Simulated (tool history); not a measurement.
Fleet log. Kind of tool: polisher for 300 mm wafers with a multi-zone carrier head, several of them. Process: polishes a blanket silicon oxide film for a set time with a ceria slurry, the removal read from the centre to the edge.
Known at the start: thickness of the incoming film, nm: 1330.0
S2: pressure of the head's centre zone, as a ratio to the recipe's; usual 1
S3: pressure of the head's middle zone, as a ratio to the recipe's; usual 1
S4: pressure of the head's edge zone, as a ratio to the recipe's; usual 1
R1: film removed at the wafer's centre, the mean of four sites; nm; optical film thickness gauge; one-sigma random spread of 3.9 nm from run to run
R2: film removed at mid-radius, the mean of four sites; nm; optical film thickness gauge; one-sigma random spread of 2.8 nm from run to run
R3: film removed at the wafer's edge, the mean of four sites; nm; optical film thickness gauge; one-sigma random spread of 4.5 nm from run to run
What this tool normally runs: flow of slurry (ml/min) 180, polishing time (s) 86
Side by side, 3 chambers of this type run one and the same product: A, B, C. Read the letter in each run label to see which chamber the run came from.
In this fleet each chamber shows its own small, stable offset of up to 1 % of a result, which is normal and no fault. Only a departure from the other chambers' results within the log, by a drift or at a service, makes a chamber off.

{"run": "1C", "hour": 4.4, "flow of slurry (ml/min)": 180, "S2": 1, "S3": 1, "S4": 1, "polishing time (s)": 86, "R1": 334.76, "R2": 343.03, "R3": 335.38}
{"hour": 9.0, "done": "chamber B: centre zone pressure recalibrated"}
{"run": "2B", "hour": 13.1, "flow of slurry (ml/min)": 180, "S2": 1, "S3": 1, "S4": 1, "polishing time (s)": 86, "R1": 342.16, "R2": 341.12, "R3": 341.17}
{"run": "3A", "hour": 22.0, "flow of slurry (ml/min)": 180, "S2": 1, "S3": 1, "S4": 1, "polishing time (s)": 86, "R1": 336.84, "R2": 338.26, "R3": 347.16}
{"hour": 26.5, "done": "chamber C: worn pad replaced by a new one"}
{"run": "4C", "hour": 30.5, "flow of slurry (ml/min)": 180, "S2": 1, "S3": 1, "S4": 1, "polishing time (s)": 86, "R1": 337.44, "R2": 344.68, "R3": 345.58}
{"run": "5A", "hour": 39.5, "flow of slurry (ml/min)": 180, "S2": 1, "S3": 1, "S4": 1, "polishing time (s)": 86, "R1": 337.23, "R2": 333.79, "R3": 346.49}
{"hour": 48.1, "done": "chamber C: slurry nozzle cleaned"}
{"run": "6B", "hour": 48.3, "flow of slurry (ml/min)": 180, "S2": 1, "S3": 1, "S4": 1, "polishing time (s)": 86, "R1": 344.14, "R2": 332.24, "R3": 336.13}
{"run": "7C", "hour": 53.2, "flow of slurry (ml/min)": 180, "S2": 1, "S3": 1, "S4": 1, "polishing time (s)": 86, "R1": 342.63, "R2": 344, "R3": 344.28}
{"run": "8B", "hour": 60.7, "flow of slurry (ml/min)": 180, "S2": 1, "S3": 1, "S4": 1, "polishing time (s)": 86, "R1": 339.77, "R2": 338.18, "R3": 338.02}
{"run": "9A", "hour": 69.1, "flow of slurry (ml/min)": 180, "S2": 1, "S3": 1, "S4": 1, "polishing time (s)": 86, "R1": 338.6, "R2": 342.31, "R3": 345.51}
{"run": "10A", "hour": 76.0, "flow of slurry (ml/min)": 180, "S2": 1, "S3": 1, "S4": 1, "polishing time (s)": 86, "R1": 342.63, "R2": 340.67, "R3": 347.5}
{"run": "11B", "hour": 82.2, "flow of slurry (ml/min)": 180, "S2": 1, "S3": 1.05, "S4": 1, "polishing time (s)": 86, "R1": 343.54, "R2": 357.18, "R3": 347.26}
{"run": "12C", "hour": 91.2, "flow of slurry (ml/min)": 180, "S2": 1, "S3": 1.05, "S4": 1, "polishing time (s)": 86, "R1": 335.32, "R2": 351.24, "R3": 338.73}
{"run": "13B", "hour": 101.2, "flow of slurry (ml/min)": 180, "S2": 1, "S3": 1.05, "S4": 1, "polishing time (s)": 86, "R1": 337.19, "R2": 355.71, "R3": 339.3}
{"run": "14C", "hour": 108.4, "flow of slurry (ml/min)": 180, "S2": 1, "S3": 1, "S4": 1, "polishing time (s)": 86, "R1": 339.59, "R2": 339.95, "R3": 349.25}
{"run": "15A", "hour": 113.7, "flow of slurry (ml/min)": 180, "S2": 1, "S3": 1, "S4": 1, "polishing time (s)": 86, "R1": 340.23, "R2": 341.23, "R3": 342.37}
{"hour": 118.8, "done": "chamber C: worn pad replaced by a new one"}
{"run": "16C", "hour": 120.9, "flow of slurry (ml/min)": 180, "S2": 1, "S3": 1, "S4": 1, "polishing time (s)": 86, "R1": 345.04, "R2": 340.25, "R3": 336.39}
{"run": "17A", "hour": 127.8, "flow of slurry (ml/min)": 180, "S2": 1, "S3": 1, "S4": 1, "polishing time (s)": 86, "R1": 332.4, "R2": 338.68, "R3": 344.32}
{"run": "18B", "hour": 136.3, "flow of slurry (ml/min)": 180, "S2": 1, "S3": 1, "S4": 1, "polishing time (s)": 86, "R1": 339.3, "R2": 341.14, "R3": 350.62}
{"run": "19C", "hour": 144.2, "flow of slurry (ml/min)": 180, "S2": 1, "S3": 1, "S4": 1, "polishing time (s)": 115, "R1": 455.66, "R2": 454.55, "R3": 442.01}
{"run": "20B", "hour": 153.3, "flow of slurry (ml/min)": 180, "S2": 1, "S3": 1, "S4": 1, "polishing time (s)": 115, "R1": 457.55, "R2": 455.53, "R3": 449.79}
{"run": "21A", "hour": 161.3, "flow of slurry (ml/min)": 180, "S2": 1, "S3": 1, "S4": 1, "polishing time (s)": 115, "R1": 440.4, "R2": 451.48, "R3": 449.55}
{"run": "22B", "hour": 169.2, "flow of slurry (ml/min)": 180, "S2": 1, "S3": 1, "S4": 1, "polishing time (s)": 86, "R1": 340.74, "R2": 336.18, "R3": 340.69}
{"run": "23A", "hour": 175.9, "flow of slurry (ml/min)": 180, "S2": 1, "S3": 1, "S4": 1, "polishing time (s)": 86, "R1": 330.9, "R2": 335.12, "R3": 337.17}
{"run": "24C", "hour": 181.0, "flow of slurry (ml/min)": 180, "S2": 1, "S3": 1, "S4": 1, "polishing time (s)": 86, "R1": 344.63, "R2": 337.65, "R3": 344.9}
{"run": "25A", "hour": 187.2, "flow of slurry (ml/min)": 180, "S2": 1, "S3": 1, "S4": 1, "polishing time (s)": 86, "R1": 335.1, "R2": 325.95, "R3": 336.14}
{"hour": 188.1, "done": "chamber A: centre zone pressure recalibrated"}
{"run": "26B", "hour": 195.7, "flow of slurry (ml/min)": 180, "S2": 1, "S3": 1, "S4": 1, "polishing time (s)": 86, "R1": 340.12, "R2": 338.7, "R3": 338.21}
{"hour": 196.7, "done": "chamber B: worn pad replaced by a new one"}
{"run": "27C", "hour": 204.3, "flow of slurry (ml/min)": 180, "S2": 1, "S3": 1, "S4": 1, "polishing time (s)": 86, "R1": 339.8, "R2": 335.41, "R3": 340.95}
{"hour": 208.5, "done": "chamber C: worn pad replaced by a new one"}
{"run": "28B", "hour": 209.4, "flow of slurry (ml/min)": 180, "S2": 1, "S3": 1, "S4": 1, "polishing time (s)": 86, "R1": 341.43, "R2": 339.82, "R3": 338.07}
{"run": "29A", "hour": 217.0, "flow of slurry (ml/min)": 180, "S2": 1, "S3": 1, "S4": 1, "polishing time (s)": 86, "R1": 335.31, "R2": 331.56, "R3": 327.87}
{"run": "30C", "hour": 226.9, "flow of slurry (ml/min)": 180, "S2": 1, "S3": 1, "S4": 1, "polishing time (s)": 86, "R1": 341.45, "R2": 342.87, "R3": 344.67}
{"run": "31A", "hour": 235.7, "flow of slurry (ml/min)": 180, "S2": 1, "S3": 1, "S4": 1, "polishing time (s)": 86, "R1": 327.73, "R2": 329.95, "R3": 329.05}
{"run": "32B", "hour": 243.9, "flow of slurry (ml/min)": 180, "S2": 1, "S3": 1, "S4": 1, "polishing time (s)": 86, "R1": 340.95, "R2": 336.93, "R3": 348.87}
{"run": "33C", "hour": 252.5, "flow of slurry (ml/min)": 180, "S2": 1, "S3": 1, "S4": 1, "polishing time (s)": 86, "R1": 339.48, "R2": 340.98, "R3": 340.1}
{"run": "34A", "hour": 258.5, "flow of slurry (ml/min)": 180, "S2": 1, "S3": 1, "S4": 1, "polishing time (s)": 86, "R1": 326.42, "R2": 324.6, "R3": 332.67}
{"hour": 258.8, "done": "chamber C: centre zone pressure recalibrated"}
{"run": "35B", "hour": 268.2, "flow of slurry (ml/min)": 180, "S2": 1, "S3": 1, "S4": 1, "polishing time (s)": 86, "R1": 336.33, "R2": 337.83, "R3": 348.87}
{"hour": 269.3, "done": "chamber C: slurry nozzle cleaned"}
{"run": "36C", "hour": 278.2, "flow of slurry (ml/min)": 180, "S2": 1, "S3": 1, "S4": 1, "polishing time (s)": 86, "R1": 340.44, "R2": 335.56, "R3": 333.56}
{"run": "37C", "hour": 283.9, "flow of slurry (ml/min)": 180, "S2": 1, "S3": 1, "S4": 1, "polishing time (s)": 86, "R1": 351.11, "R2": 338.55, "R3": 330.21}
{"run": "38A", "hour": 290.3, "flow of slurry (ml/min)": 130, "S2": 1, "S3": 1, "S4": 1, "polishing time (s)": 86, "R1": 299.53, "R2": 304.34, "R3": 307.96}
{"hour": 296.1, "done": "chamber C: worn pad replaced by a new one"}
{"run": "39B", "hour": 297.6, "flow of slurry (ml/min)": 130, "S2": 1, "S3": 1, "S4": 1, "polishing time (s)": 86, "R1": 321.31, "R2": 318.48, "R3": 327}
{"run": "40C", "hour": 307.0, "flow of slurry (ml/min)": 130, "S2": 1, "S3": 1, "S4": 1, "polishing time (s)": 86, "R1": 322.77, "R2": 319.95, "R3": 322.11}
{"hour": 313.3, "done": "chamber A: slurry nozzle cleaned"}
{"run": "41B", "hour": 316.4, "flow of slurry (ml/min)": 180, "S2": 1, "S3": 1, "S4": 1, "polishing time (s)": 86, "R1": 349.42, "R2": 338.82, "R3": 337.95}
{"run": "42A", "hour": 321.3, "flow of slurry (ml/min)": 180, "S2": 1, "S3": 1, "S4": 1, "polishing time (s)": 86, "R1": 319.86, "R2": 327.11, "R3": 327.05}

Has any chamber moved away from the others, gradually or after a service, or does the common gauge drift, or do the chambers differ only by their own small steady offsets? State the chamber and the most likely cause if one applies.

Chamber A drifts away from the others.
Most likely cause: removal rate lost through wear of the pad, % = 5.9.

Chamber A could run next with any of the 4 candidate recipes listed below; each alters the usual settings, and their results appear as question marks. Which one brings its results back in line with what the other chambers deliver on the usual settings?
To be in line, a result may differ from the other chambers' mean on the usual settings by at most: R1 14 nm; R2 9.6 nm; R3 16 nm
{"run": "43A-1", "hour": 328.5, "flow of slurry (ml/min)": 180, "S2": 0.99, "S3": 1, "S4": 1, "polishing time (s)": 82, "R1": "?", "R2": "?", "R3": "?"}
{"run": "43A-2", "hour": 328.5, "flow of slurry (ml/min)": 180, "S2": 1.01, "S3": 1, "S4": 1, "polishing time (s)": 90, "R1": "?", "R2": "?", "R3": "?"}
{"run": "43A-3", "hour": 328.5, "flow of slurry (ml/min)": 175, "S2": 0.99, "S3": 1.01, "S4": 1, "polishing time (s)": 78, "R1": "?", "R2": "?", "R3": "?"}
{"run": "43A-4", "hour": 328.5, "flow of slurry (ml/min)": 185, "S2": 1.02, "S3": 1, "S4": 1, "polishing time (s)": 95, "R1": "?", "R2": "?", "R3": "?"}

On the usual settings, the other chambers give on average: R1 340.93 nm; R2 338.28 nm; R3 341.32 nm
run=43A-1 R1=303.05 R2=306.1 R3=310.69
run=43A-2 R1=340.1 R2=335.93 R3=341.01
run=43A-3 R1=286.83 R2=292.53 R3=294.51
run=43A-4 R1=364.69 R2=356.1 R3=361.09
It is 43A-2 that realigns the chamber with its peers.
